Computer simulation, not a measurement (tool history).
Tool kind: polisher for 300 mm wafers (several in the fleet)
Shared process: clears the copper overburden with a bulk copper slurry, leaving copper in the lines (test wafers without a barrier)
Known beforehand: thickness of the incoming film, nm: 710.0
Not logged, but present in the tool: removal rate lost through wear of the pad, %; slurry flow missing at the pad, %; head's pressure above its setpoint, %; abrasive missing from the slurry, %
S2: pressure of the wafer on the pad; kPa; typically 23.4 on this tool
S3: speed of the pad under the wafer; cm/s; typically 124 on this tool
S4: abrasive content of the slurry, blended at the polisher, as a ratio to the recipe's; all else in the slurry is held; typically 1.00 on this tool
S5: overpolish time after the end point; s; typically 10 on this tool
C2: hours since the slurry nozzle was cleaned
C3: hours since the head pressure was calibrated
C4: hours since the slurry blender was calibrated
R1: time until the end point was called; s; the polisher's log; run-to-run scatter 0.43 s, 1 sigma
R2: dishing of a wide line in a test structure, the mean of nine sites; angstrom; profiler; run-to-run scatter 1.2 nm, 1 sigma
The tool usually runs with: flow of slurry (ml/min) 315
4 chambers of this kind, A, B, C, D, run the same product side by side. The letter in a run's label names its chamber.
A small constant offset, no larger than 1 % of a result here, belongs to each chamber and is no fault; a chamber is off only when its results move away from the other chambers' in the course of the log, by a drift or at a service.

-- hour=1.1 chamber C: slurry nozzle cleaned
run 1D hour=4.9 | flow_of_slurry_(ml/min)=315 S2=23.4 S3=124 S4=1.00 S5=10 | wafers_polished_on_this_pad=130 C2=474.9 C3=333.0 C4=313.1 | R1=50.962 R2=772.08
run 2C hour=8.0 | flow_of_slurry_(ml/min)=315 S2=23.4 S3=124 S4=1.00 S5=10 | wafers_polished_on_this_pad=449 C2=6.9 C3=573.9 C4=209.4 | R1=50.553 R2=795.78
run 3A hour=12.4 | flow_of_slurry_(ml/min)=315 S2=23.4 S3=124 S4=1.00 S5=10 | wafers_polished_on_this_pad=1048 C2=66.3 C3=344.0 C4=190.0 | R1=51.043 R2=815.38
-- hour=14.3 chamber A: worn pad replaced by a new one
run 4B hour=17.4 | flow_of_slurry_(ml/min)=315 S2=23.4 S3=124 S4=1.00 S5=10 | wafers_polished_on_this_pad=226 C2=576.1 C3=342.1 C4=117.0 | R1=51.020 R2=773.67
-- hour=19.0 chamber C: worn pad replaced by a new one
run 5D hour=21.5 | flow_of_slurry_(ml/min)=315 S2=23.4 S3=124 S4=1.00 S5=10 | wafers_polished_on_this_pad=270 C2=491.5 C3=349.6 C4=329.7 | R1=52.204 R2=780.34
run 6C hour=24.4 | flow_of_slurry_(ml/min)=315 S2=23.4 S3=124 S4=1.00 S5=10 | wafers_polished_on_this_pad=46 C2=23.3 C3=590.3 C4=225.8 | R1=50.955 R2=793.34
-- hour=28.0 chamber B: slurry blender recalibrated
-- hour=29.6 chamber B: slurry nozzle cleaned
run 7B hour=30.1 | flow_of_slurry_(ml/min)=315 S2=23.4 S3=124 S4=1.00 S5=10 | wafers_polished_on_this_pad=333 C2=0.6 C3=354.8 C4=2.2 | R1=50.452 R2=773.79
run 8A hour=34.8 | flow_of_slurry_(ml/min)=315 S2=23.4 S3=124 S4=1.00 S5=10 | wafers_polished_on_this_pad=174 C2=88.7 C3=366.4 C4=212.4 | R1=51.155 R2=759.48
run 9D hour=40.6 | flow_of_slurry_(ml/min)=315 S2=23.4 S3=106 S4=1.00 S5=10 | wafers_polished_on_this_pad=432 C2=510.6 C3=368.7 C4=348.8 | R1=60.925 R2=688.33
run 10C hour=46.6 | flow_of_slurry_(ml/min)=315 S2=23.4 S3=106 S4=1.00 S5=10 | wafers_polished_on_this_pad=233 C2=45.5 C3=612.5 C4=248.0 | R1=59.565 R2=696.59
run 11A hour=51.8 | flow_of_slurry_(ml/min)=315 S2=23.4 S3=106 S4=1.00 S5=10 | wafers_polished_on_this_pad=317 C2=105.7 C3=383.4 C4=229.4 | R1=60.764 R2=712.49
run 12B hour=57.2 | flow_of_slurry_(ml/min)=315 S2=23.4 S3=106 S4=1.00 S5=10 | wafers_polished_on_this_pad=563 C2=27.7 C3=381.9 C4=29.3 | R1=60.318 R2=703.33
run 13C hour=62.3 | flow_of_slurry_(ml/min)=315 S2=23.4 S3=124 S4=1.00 S5=10 | wafers_polished_on_this_pad=366 C2=61.2 C3=628.2 C4=263.7 | R1=51.044 R2=789.39
-- hour=67.4 chamber D: worn pad replaced by a new one
run 14A hour=68.7 | flow_of_slurry_(ml/min)=315 S2=23.4 S3=124 S4=1.00 S5=10 | wafers_polished_on_this_pad=460 C2=122.6 C3=400.3 C4=246.3 | R1=52.413 R2=759.32
run 15D hour=74.1 | flow_of_slurry_(ml/min)=315 S2=23.4 S3=124 S4=1.00 S5=10 | wafers_polished_on_this_pad=57 C2=544.1 C3=402.2 C4=382.3 | R1=51.205 R2=782.01
run 16B hour=79.3 | flow_of_slurry_(ml/min)=315 S2=23.4 S3=124 S4=1.00 S5=10 | wafers_polished_on_this_pad=750 C2=49.8 C3=404.0 C4=51.4 | R1=51.104 R2=783.90
run 17D hour=85.2 | flow_of_slurry_(ml/min)=315 S2=23.4 S3=124 S4=1.00 S5=10 | wafers_polished_on_this_pad=151 C2=555.2 C3=413.3 C4=393.4 | R1=51.346 R2=791.19
-- hour=89.4 chamber C: worn pad replaced by a new one
run 18C hour=90.6 | flow_of_slurry_(ml/min)=315 S2=23.4 S3=124 S4=1.00 S5=10 | wafers_polished_on_this_pad=10 C2=89.5 C3=656.5 C4=292.0 | R1=50.900 R2=780.63
run 19B hour=96.0 | flow_of_slurry_(ml/min)=315 S2=23.4 S3=124 S4=1.00 S5=10 | wafers_polished_on_this_pad=891 C2=66.5 C3=420.7 C4=68.1 | R1=50.486 R2=768.44
run 20A hour=99.0 | flow_of_slurry_(ml/min)=315 S2=23.4 S3=166 S4=1.00 S5=10 | wafers_polished_on_this_pad=717 C2=152.9 C3=430.6 C4=276.6 | R1=40.086 R2=915.09
run 21D hour=103.2 | flow_of_slurry_(ml/min)=315 S2=23.4 S3=166 S4=1.00 S5=10 | wafers_polished_on_this_pad=303 C2=573.2 C3=431.3 C4=411.4 | R1=38.530 R2=936.52
run 22B hour=106.2 | flow_of_slurry_(ml/min)=315 S2=23.4 S3=166 S4=1.00 S5=10 | wafers_polished_on_this_pad=977 C2=76.7 C3=430.9 C4=78.3 | R1=38.288 R2=945.89
-- hour=109.5 chamber D: slurry blender recalibrated
run 23A hour=112.1 | flow_of_slurry_(ml/min)=315 S2=23.4 S3=166 S4=1.00 S5=10 | wafers_polished_on_this_pad=828 C2=166.0 C3=443.7 C4=289.7 | R1=39.648 R2=911.18
-- hour=112.6 chamber B: worn pad replaced by a new one
run 24C hour=118.4 | flow_of_slurry_(ml/min)=315 S2=23.4 S3=124 S4=1.00 S5=10 | wafers_polished_on_this_pad=245 C2=117.3 C3=684.3 C4=319.8 | R1=50.200 R2=782.57
run 25B hour=122.0 | flow_of_slurry_(ml/min)=315 S2=23.4 S3=124 S4=1.00 S5=16 | wafers_polished_on_this_pad=79 C2=92.5 C3=446.7 C4=94.1 | R1=50.612 R2=1029.80
run 26C hour=126.6 | flow_of_slurry_(ml/min)=315 S2=23.4 S3=124 S4=1.00 S5=16 | wafers_polished_on_this_pad=315 C2=125.5 C3=692.5 C4=328.0 | R1=51.160 R2=1064.00
-- hour=130.2 chamber A: worn pad replaced by a new one
-- hour=130.9 chamber D: worn pad replaced by a new one
run 27A hour=130.9 | flow_of_slurry_(ml/min)=315 S2=23.4 S3=124 S4=1.00 S5=16 | wafers_polished_on_this_pad=6 C2=184.8 C3=462.5 C4=308.5 | R1=53.154 R2=1007.40
run 28D hour=134.5 | flow_of_slurry_(ml/min)=315 S2=23.4 S3=124 S4=1.00 S5=16 | wafers_polished_on_this_pad=30 C2=604.5 C3=462.6 C4=25.0 | R1=51.863 R2=1027.30
run 29B hour=140.4 | flow_of_slurry_(ml/min)=315 S2=23.4 S3=124 S4=0.85 S5=10 | wafers_polished_on_this_pad=235 C2=110.9 C3=465.1 C4=112.5 | R1=52.943 R2=765.34
run 30A hour=144.7 | flow_of_slurry_(ml/min)=315 S2=23.4 S3=124 S4=0.85 S5=10 | wafers_polished_on_this_pad=122 C2=198.6 C3=476.3 C4=322.3 | R1=56.699 R2=736.15
run 31C hour=148.6 | flow_of_slurry_(ml/min)=315 S2=23.4 S3=124 S4=0.85 S5=10 | wafers_polished_on_this_pad=501 C2=147.5 C3=714.5 C4=350.0 | R1=52.687 R2=755.55
run 32D hour=152.8 | flow_of_slurry_(ml/min)=315 S2=23.4 S3=124 S4=0.85 S5=10 | wafers_polished_on_this_pad=185 C2=622.8 C3=480.9 C4=43.3 | R1=53.577 R2=771.67
-- hour=156.8 chamber C: worn pad replaced by a new one
run 33B hour=159.0 | flow_of_slurry_(ml/min)=315 S2=23.4 S3=124 S4=1.00 S5=10 | wafers_polished_on_this_pad=392 C2=129.5 C3=483.7 C4=131.1 | R1=51.053 R2=769.20
run 34A hour=163.6 | flow_of_slurry_(ml/min)=315 S2=17.2 S3=124 S4=1.00 S5=10 | wafers_polished_on_this_pad=282 C2=217.5 C3=495.2 C4=341.2 | R1=73.835 R2=592.99
run 35C hour=167.3 | flow_of_slurry_(ml/min)=315 S2=17.2 S3=124 S4=1.00 S5=10 | wafers_polished_on_this_pad=89 C2=166.2 C3=733.2 C4=368.7 | R1=68.842 R2=619.91

Next, every chamber runs the same settings. What will each give?
run 36A hour=172.1 | flow_of_slurry_(ml/min)=315 S2=23.4 S3=124 S4=1.00 S5=10 | R1=? R2=?
run 36B hour=172.1 | flow_of_slurry_(ml/min)=315 S2=23.4 S3=124 S4=1.00 S5=10 | R1=? R2=?
run 36C hour=172.1 | flow_of_slurry_(ml/min)=315 S2=23.4 S3=124 S4=1.00 S5=10 | R1=? R2=?
run 36D hour=172.1 | flow_of_slurry_(ml/min)=315 S2=23.4 S3=124 S4=1.00 S5=10 | R1=? R2=?

run=36A R1=55.655 R2=744.99
run=36B R1=50.653 R2=778.73
run=36C R1=50.869 R2=780.99
run=36D R1=50.706 R2=791.47

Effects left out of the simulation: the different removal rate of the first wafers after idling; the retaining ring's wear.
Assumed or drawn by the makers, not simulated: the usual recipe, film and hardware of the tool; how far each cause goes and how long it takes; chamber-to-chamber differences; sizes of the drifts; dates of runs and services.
